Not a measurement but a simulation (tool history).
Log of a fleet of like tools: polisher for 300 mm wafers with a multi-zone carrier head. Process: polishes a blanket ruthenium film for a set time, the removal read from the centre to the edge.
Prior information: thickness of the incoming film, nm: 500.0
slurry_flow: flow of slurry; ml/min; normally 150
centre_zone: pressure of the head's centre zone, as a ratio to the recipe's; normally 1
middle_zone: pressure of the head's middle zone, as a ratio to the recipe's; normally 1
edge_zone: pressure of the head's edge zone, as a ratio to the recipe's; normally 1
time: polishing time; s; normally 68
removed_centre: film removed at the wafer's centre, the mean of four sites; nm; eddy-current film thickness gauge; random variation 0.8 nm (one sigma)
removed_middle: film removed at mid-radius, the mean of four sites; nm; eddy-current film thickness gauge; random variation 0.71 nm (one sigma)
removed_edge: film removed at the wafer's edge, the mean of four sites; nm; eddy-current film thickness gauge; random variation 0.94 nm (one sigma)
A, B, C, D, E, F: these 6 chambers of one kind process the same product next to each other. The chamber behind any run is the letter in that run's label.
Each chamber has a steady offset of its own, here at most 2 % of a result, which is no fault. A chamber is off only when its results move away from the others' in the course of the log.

| run | hour | slurry_flow | centre_zone | middle_zone | edge_zone | time | wafers polished on this pad | hours since the slurry nozzle was cleaned | hours since the centre zone pressure was calibrated | hours since the edge zone pressure was calibrated | removed_centre | removed_middle | removed_edge |
|---|---|---|---|---|---|---|---|---|---|---|---|---|---|
| 1E | 3.9 | 150 | 1 | 1 | 1 | 68 | 153 | 675 | 316.6 | 735.1 | 76.891 | 76.012 | 75.422 |
|  | 4.2 | chamber E: slurry nozzle cleaned |
| 2D | 7.7 | 150 | 1 | 1 | 1 | 68 | 289 | 407.3 | 264.4 | 38.9 | 75.936 | 74.855 | 77.053 |
| 3C | 10.1 | 150 | 1 | 1 | 1 | 68 | 1191 | 65 | 794.7 | 252.8 | 75.448 | 75.798 | 77.641 |
| 4A | 12.8 | 150 | 1 | 1 | 1 | 68 | 274 | 187.2 | 765.6 | 321.9 | 75.271 | 77.55 | 75.47 |
| 5F | 16.5 | 150 | 1 | 1 | 1 | 68 | 495 | 69.8 | 717.8 | 296.7 | 75.221 | 76.692 | 75.274 |
| 6B | 18.8 | 150 | 1 | 1 | 1 | 68 | 539 | 246.3 | 26.6 | 272.2 | 76.102 | 76.474 | 76.233 |
| 7A | 22.7 | 150 | 1 | 1 | 1 | 68 | 420 | 197.1 | 775.5 | 331.8 | 76.432 | 76.692 | 78.724 |
|  | 24.7 | chamber A: centre zone pressure recalibrated |
| 8B | 26.7 | 150 | 1 | 1 | 1 | 68 | 656 | 254.2 | 34.5 | 280.1 | 75.332 | 76.802 | 77.387 |
| 9D | 31.7 | 150 | 1 | 1 | 1 | 68 | 642 | 431.3 | 288.4 | 62.9 | 75.138 | 75.341 | 77.205 |
|  | 33.6 | chamber D: worn pad replaced by a new one |
| 10C | 34.3 | 150 | 1 | 1 | 1 | 68 | 1546 | 89.2 | 818.9 | 277 | 76.277 | 76.988 | 77.757 |
|  | 34.7 | chamber C: worn pad replaced by a new one |
|  | 35.5 | chamber D: slurry nozzle cleaned |
| 11F | 38.9 | 150 | 1 | 1 | 1 | 68 | 825 | 92.2 | 740.2 | 319.1 | 74.101 | 74.804 | 76.553 |
|  | 39.9 | chamber A: worn pad replaced by a new one |
| 12E | 43.4 | 150 | 1 | 1 | 1 | 68 | 733 | 39.2 | 356.1 | 774.6 | 76.785 | 75.788 | 74.187 |
| 13E | 47.6 | 150 | 1 | 1 | 1 | 68 | 795 | 43.4 | 360.3 | 778.8 | 77.422 | 75.608 | 75.279 |
| 14A | 50 | 150 | 1 | 1 | 1 | 68 | 148 | 224.4 | 25.3 | 359.1 | 76.459 | 76.097 | 77.219 |
| 15F | 52.3 | 150 | 1 | 1 | 1 | 68 | 1022 | 105.6 | 753.6 | 332.5 | 73.454 | 74.751 | 75.474 |
|  | 55.7 | chamber F: worn pad replaced by a new one |
| 16B | 57.5 | 150 | 1 | 1 | 1 | 68 | 1108 | 285 | 65.3 | 310.9 | 74.456 | 75.884 | 75.707 |
| 17C | 60.9 | 150 | 1 | 1 | 1 | 68 | 386 | 115.8 | 845.5 | 303.6 | 75.239 | 76.19 | 78.289 |
| 18D | 65.1 | 150 | 1 | 1 | 1 | 68 | 463 | 29.7 | 321.8 | 96.3 | 76.185 | 75.407 | 77.632 |
| 19F | 68.9 | 150 | 1 | 1 | 1 | 68 | 195 | 122.2 | 770.2 | 349.1 | 72.151 | 73.053 | 74.036 |
| 20A | 71.1 | 110 | 1 | 1 | 1 | 68 | 459 | 245.5 | 46.4 | 380.2 | 71.487 | 71.699 | 73.639 |
|  | 72.7 | chamber E: worn pad replaced by a new one |
| 21C | 75.5 | 110 | 1 | 1 | 1 | 68 | 600 | 130.4 | 860.1 | 318.2 | 70.351 | 70.527 | 73.219 |
|  | 76.7 | chamber D: worn pad replaced by a new one |
| 22E | 79.1 | 110 | 1 | 1 | 1 | 68 | 94 | 74.9 | 391.8 | 810.3 | 71.26 | 70.474 | 71.864 |
|  | 80.3 | chamber B: worn pad replaced by a new one |
| 23B | 83.7 | 110 | 1 | 1 | 1 | 68 | 50 | 311.2 | 91.5 | 337.1 | 68.348 | 70.883 | 72.811 |
|  | 84 | chamber A: worn pad replaced by a new one |
|  | 85.6 | chamber A: edge zone pressure recalibrated |
| 24D | 86.7 | 110 | 1 | 1 | 1 | 68 | 147 | 51.3 | 343.4 | 117.9 | 71.071 | 71.425 | 74.054 |
|  | 91 | chamber F: centre zone pressure recalibrated |
| 25C | 91 | 110 | 1 | 1 | 1 | 68 | 828 | 145.9 | 875.6 | 333.7 | 70.925 | 72.315 | 73.276 |
| 26E | 96.1 | 150 | 1 | 1 | 1 | 68 | 344 | 91.9 | 408.8 | 827.3 | 77.997 | 75.986 | 74.612 |
| 27B | 100.7 | 150 | 1 | 1 | 1 | 68 | 300 | 328.2 | 108.5 | 354.1 | 75.963 | 75.783 | 76.136 |
| 28D | 103 | 150 | 1 | 1 | 1 | 68 | 387 | 67.6 | 359.7 | 134.2 | 74.61 | 77.202 | 78.409 |
| 29F | 105.7 | 150 | 1 | 1 | 1 | 68 | 736 | 159 | 14.8 | 385.9 | 70.593 | 69.947 | 72.63 |
| 30A | 108.7 | 150 | 1 | 0.91 | 1 | 68 | 363 | 283.1 | 84 | 23.2 | 76.183 | 71.059 | 75.551 |
| 31F | 113.2 | 150 | 1 | 0.91 | 1 | 68 | 846 | 166.5 | 22.3 | 393.4 | 68.928 | 65.223 | 73.695 |
| 32E | 116.4 | 150 | 1 | 0.91 | 1 | 68 | 642 | 112.2 | 429.1 | 847.6 | 76.145 | 68.503 | 77.257 |
|  | 118.8 | chamber D: worn pad replaced by a new one |
|  | 118.8 | chamber B: slurry nozzle cleaned |
|  | 119.5 | chamber C: worn pad replaced by a new one |
| 33D | 121.4 | 150 | 1 | 0.91 | 1 | 68 | 38 | 86 | 378.1 | 152.6 | 76.666 | 70.022 | 77.088 |
| 34C | 126.2 | 150 | 1 | 0.91 | 1 | 68 | 99 | 181.1 | 910.8 | 368.9 | 75.927 | 68.733 | 78.356 |
| 35A | 128.9 | 150 | 1 | 0.91 | 1 | 68 | 660 | 303.3 | 104.2 | 43.4 | 74.47 | 69.564 | 76.212 |
| 36B | 132.2 | 150 | 1 | 1 | 1 | 68 | 763 | 13.4 | 140 | 385.6 | 73.587 | 77.881 | 77.04 |
|  | 132.6 | chamber E: edge zone pressure recalibrated |
| 37E | 134.7 | 150 | 1 | 1 | 1 | 68 | 911 | 130.5 | 447.4 | 2.1 | 78.258 | 74.643 | 76.947 |

Is one chamber out of step, is the gauge drifting, or do the chambers differ by no more than their own small offsets? For an off chamber, give its letter and the likeliest cause.

One chamber, F, drifts off from the rest bit by bit.
Likeliest cause: slurry flow missing at the pad, % = 37.8.

Below are 4 candidate recipes for chamber F's next run, each the usual settings with a change, their results shown as question marks. Which of them brings F's results back in line with what the other chambers give on the usual settings?
In line means no further than this from the other chambers' mean on the usual settings: removed_centre 2.8 nm; removed_middle 2.5 nm; removed_edge 3.3 nm
| 38F-1 | 138.3 | 160 | 1.03 | 1.02 | 0.98 | 73 |  |  |  |  | ? | ? | ? |
| 38F-2 | 138.3 | 155 | 1.01 | 1.01 | 0.99 | 71 |  |  |  |  | ? | ? | ? |
| 38F-3 | 138.3 | 140 | 0.97 | 0.98 | 1.02 | 63 |  |  |  |  | ? | ? | ? |
| 38F-4 | 138.3 | 145 | 0.99 | 0.99 | 1.01 | 65 |  |  |  |  | ? | ? | ? |

Usual-settings mean across the other chambers: removed_centre 76.111 nm; removed_middle 76.161 nm; removed_edge 76.485 nm
| run | removed_centre | removed_middle | removed_edge |
|---|---|---|---|
| 38F-1 | 76.074 | 75.535 | 75.958 |
| 38F-2 | 71.687 | 72.163 | 73.842 |
| 38F-3 | 58.762 | 60.432 | 65.275 |
| 38F-4 | 62.774 | 63.609 | 67.461 |
It is 38F-1 that realigns the chamber with its peers.
